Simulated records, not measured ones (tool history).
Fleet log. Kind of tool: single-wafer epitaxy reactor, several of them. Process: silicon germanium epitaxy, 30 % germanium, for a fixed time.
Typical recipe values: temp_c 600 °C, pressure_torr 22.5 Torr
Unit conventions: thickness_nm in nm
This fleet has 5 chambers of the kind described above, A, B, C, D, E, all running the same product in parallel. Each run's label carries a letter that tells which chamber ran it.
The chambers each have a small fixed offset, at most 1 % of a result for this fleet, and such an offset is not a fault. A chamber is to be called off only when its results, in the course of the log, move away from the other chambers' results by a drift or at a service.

| run | hour | temp_c | pressure_torr | read-back reference wafer on the same gauge, thickness_nm | thickness_nm |
|---|---|---|---|---|---|
| 1B | 4.8 | 600 | 22.5 | 54.678 | 61.193 |
| 2D | 9.5 | 600 | 22.5 | 54.702 | 62.187 |
| 3A | 14.0 | 600 | 22.5 | 54.715 | 61.498 |
| 4C | 18.4 | 600 | 22.5 | 54.695 | 61.681 |
| 5E | 22.2 | 600 | 22.5 | 54.727 | 61.889 |
| 6E | 28.1 | 600 | 22.5 | 54.693 | 61.892 |
| 7B | 34.4 | 591 | 24.8 | 54.684 | 53.839 |
| 8C | 38.6 | 591 | 24.8 | 54.716 | 54.160 |
| 9D | 44.8 | 591 | 24.8 | 54.714 | 54.645 |
| 10A | 47.6 | 591 | 24.8 | 54.679 | 54.529 |
| 11D | 50.8 | 591 | 24.8 | 54.698 | 54.481 |
| 12E | 56.3 | 600 | 22.5 | 54.672 | 61.951 |
| 13A | 59.9 | 600 | 22.5 | 54.716 | 61.653 |
| 14B | 62.6 | 600 | 22.5 | 54.701 | 61.366 |
| 15C | 66.8 | 589 | 24.9 | 54.689 | 52.136 |
| 16C | 71.4 | 589 | 24.9 | 54.750 | 52.165 |
| 17B | 75.3 | 589 | 24.9 | 54.741 | 52.052 |
| 18A | 78.9 | 589 | 24.9 | 54.686 | 52.540 |
| 19D | 83.9 | 589 | 24.9 | 54.716 | 52.732 |
| 20E | 89.0 | 600 | 22.5 | 54.699 | 62.336 |
| 21B | 94.1 | 600 | 25.5 | 54.705 | 64.420 |
| 22D | 98.4 | 600 | 25.5 | 54.698 | 65.395 |
| 23C | 102.1 | 600 | 25.5 | 54.709 | 64.329 |
| 24A | 107.3 | 600 | 25.5 | 54.689 | 64.932 |
| 25E | 113.0 | 600 | 25.5 | 54.704 | 66.076 |
| 26E | 118.6 | 600 | 22.5 | 54.709 | 62.925 |
| 27A | 121.6 | 600 | 22.5 | 54.719 | 61.364 |
| 28B | 125.0 | 600 | 22.5 | 54.704 | 61.437 |
| 29D | 130.0 | 600 | 22.5 | 54.679 | 62.389 |
| 30C | 133.5 | 600 | 22.5 | 54.714 | 61.148 |
| 31C | 137.0 | 600 | 17.7 | 54.714 | 55.796 |
| 32D | 143.1 | 600 | 17.7 | 54.684 | 56.520 |

Each of the 5 chambers runs these same settings next. Fill in every chamber's results:
| 33A | 147.6 | 600 | 17.5 |  | ? |
| 33B | 147.6 | 600 | 17.5 |  | ? |
| 33C | 147.6 | 600 | 17.5 |  | ? |
| 33D | 147.6 | 600 | 17.5 |  | ? |
| 33E | 147.6 | 600 | 17.5 |  | ? |

| run | thickness_nm |
|---|---|
| 33A | 55.716 |
| 33B | 55.578 |
| 33C | 55.419 |
| 33D | 56.242 |
| 33E | 57.471 |
